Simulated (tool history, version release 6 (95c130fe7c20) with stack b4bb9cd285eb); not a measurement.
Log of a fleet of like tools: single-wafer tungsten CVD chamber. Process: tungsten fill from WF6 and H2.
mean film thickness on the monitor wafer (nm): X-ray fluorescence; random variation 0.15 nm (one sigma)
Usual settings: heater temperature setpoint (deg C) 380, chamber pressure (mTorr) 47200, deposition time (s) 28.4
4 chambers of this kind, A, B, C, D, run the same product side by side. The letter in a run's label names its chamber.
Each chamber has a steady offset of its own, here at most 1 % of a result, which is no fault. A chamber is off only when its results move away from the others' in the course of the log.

| run | hour | heater temperature setpoint (deg C) | chamber pressure (mTorr) | deposition time (s) | read-back reference wafer on the same gauge, thickness_nm | mean film thickness on the monitor wafer (nm) |
|---|---|---|---|---|---|---|
| 1B | 4.2 | 380 | 47200 | 28.4 | 60.480 | 68.751 |
| 2A | 7.2 | 380 | 47200 | 28.4 | 60.524 | 69.501 |
| 3C | 11.0 | 380 | 47200 | 28.4 | 60.545 | 69.551 |
| 4D | 13.4 | 380 | 47200 | 28.4 | 60.482 | 69.176 |
| 5C | 16.6 | 380 | 47200 | 28.4 | 60.501 | 69.475 |
| 6A | 21.0 | 380 | 47200 | 28.4 | 60.501 | 69.337 |
| 7D | 24.2 | 380 | 47200 | 28.4 | 60.463 | 69.424 |
| 8B | 28.6 | 380 | 47200 | 32.7 | 60.527 | 79.648 |
| 9A | 31.5 | 380 | 47200 | 32.7 | 60.519 | 79.505 |
|  | 32.9 | chamber C: capacitance manometer re-zeroed and calibrated |
| 10B | 35.9 | 380 | 47200 | 32.7 | 60.505 | 79.667 |
| 11D | 38.9 | 380 | 47200 | 32.7 | 60.512 | 79.543 |
| 12C | 43.6 | 380 | 47200 | 28.4 | 60.512 | 71.356 |
| 13D | 47.6 | 380 | 47200 | 28.4 | 60.487 | 69.183 |
| 14A | 49.9 | 380 | 47200 | 28.4 | 60.477 | 69.282 |
| 15B | 52.0 | 380 | 47200 | 28.4 | 60.493 | 69.359 |
| 16C | 55.0 | 380 | 47200 | 28.4 | 60.494 | 71.127 |
| 17B | 57.2 | 391 | 42400 | 28.4 | 60.512 | 81.587 |
| 18D | 61.5 | 391 | 42400 | 28.4 | 60.473 | 81.549 |
| 19C | 65.3 | 391 | 42400 | 28.4 | 60.495 | 83.757 |
| 20A | 69.0 | 391 | 42400 | 28.4 | 60.482 | 81.866 |
| 21B | 73.3 | 373 | 41200 | 28.4 | 60.473 | 56.290 |
| 22C | 76.6 | 373 | 41200 | 28.4 | 60.539 | 57.860 |
| 23A | 81.0 | 373 | 41200 | 28.4 | 60.507 | 56.322 |
| 24D | 84.1 | 373 | 41200 | 28.4 | 60.457 | 56.307 |
| 25B | 88.7 | 380 | 47200 | 28.4 | 60.520 | 69.168 |
| 26C | 90.9 | 380 | 47200 | 28.4 | 60.517 | 71.150 |
| 27A | 94.9 | 380 | 42700 | 32.3 | 60.495 | 75.517 |
| 28D | 97.1 | 380 | 42700 | 32.3 | 60.487 | 75.080 |
| 29D | 100.6 | 380 | 42700 | 32.3 | 60.467 | 75.456 |
| 30B | 103.9 | 380 | 42700 | 32.3 | 60.467 | 75.149 |
| 31C | 106.6 | 380 | 47200 | 28.4 | 60.501 | 71.553 |
| 32A | 109.0 | 380 | 47200 | 28.4 | 60.470 | 69.762 |

Is one chamber off against the others, does the gauge drift, or is nothing wrong? If a chamber is off, say which, and what the likeliest cause is.

A service left chamber C off against the others.
Cause: true pressure above the setpoint (%) = 5.38.

Here are 4 candidates for chamber C's next run, each the usual settings with a change, their results left as question marks. Which one brings its results back in line with what the others give on the usual settings?
In line means no further than this from the other chambers' mean on the usual settings: mean film thickness on the monitor wafer (nm) 0.550
| 33C-1 | 112.4 | 380 | 47200 | 28.0 |  | ? |
| 33C-2 | 112.4 | 379 | 46900 | 28.2 |  | ? |
| 33C-3 | 112.4 | 380 | 47600 | 28.7 |  | ? |
| 33C-4 | 112.4 | 381 | 47500 | 28.6 |  | ? |

The other chambers' mean on the usual settings: mean film thickness on the monitor wafer (nm) 69.225
| run | mean film thickness on the monitor wafer (nm) |
|---|---|
| 33C-1 | 70.298 |
| 33C-2 | 69.173 |
| 33C-3 | 72.351 |
| 33C-4 | 73.478 |
33C-2 brings the chamber back in line.
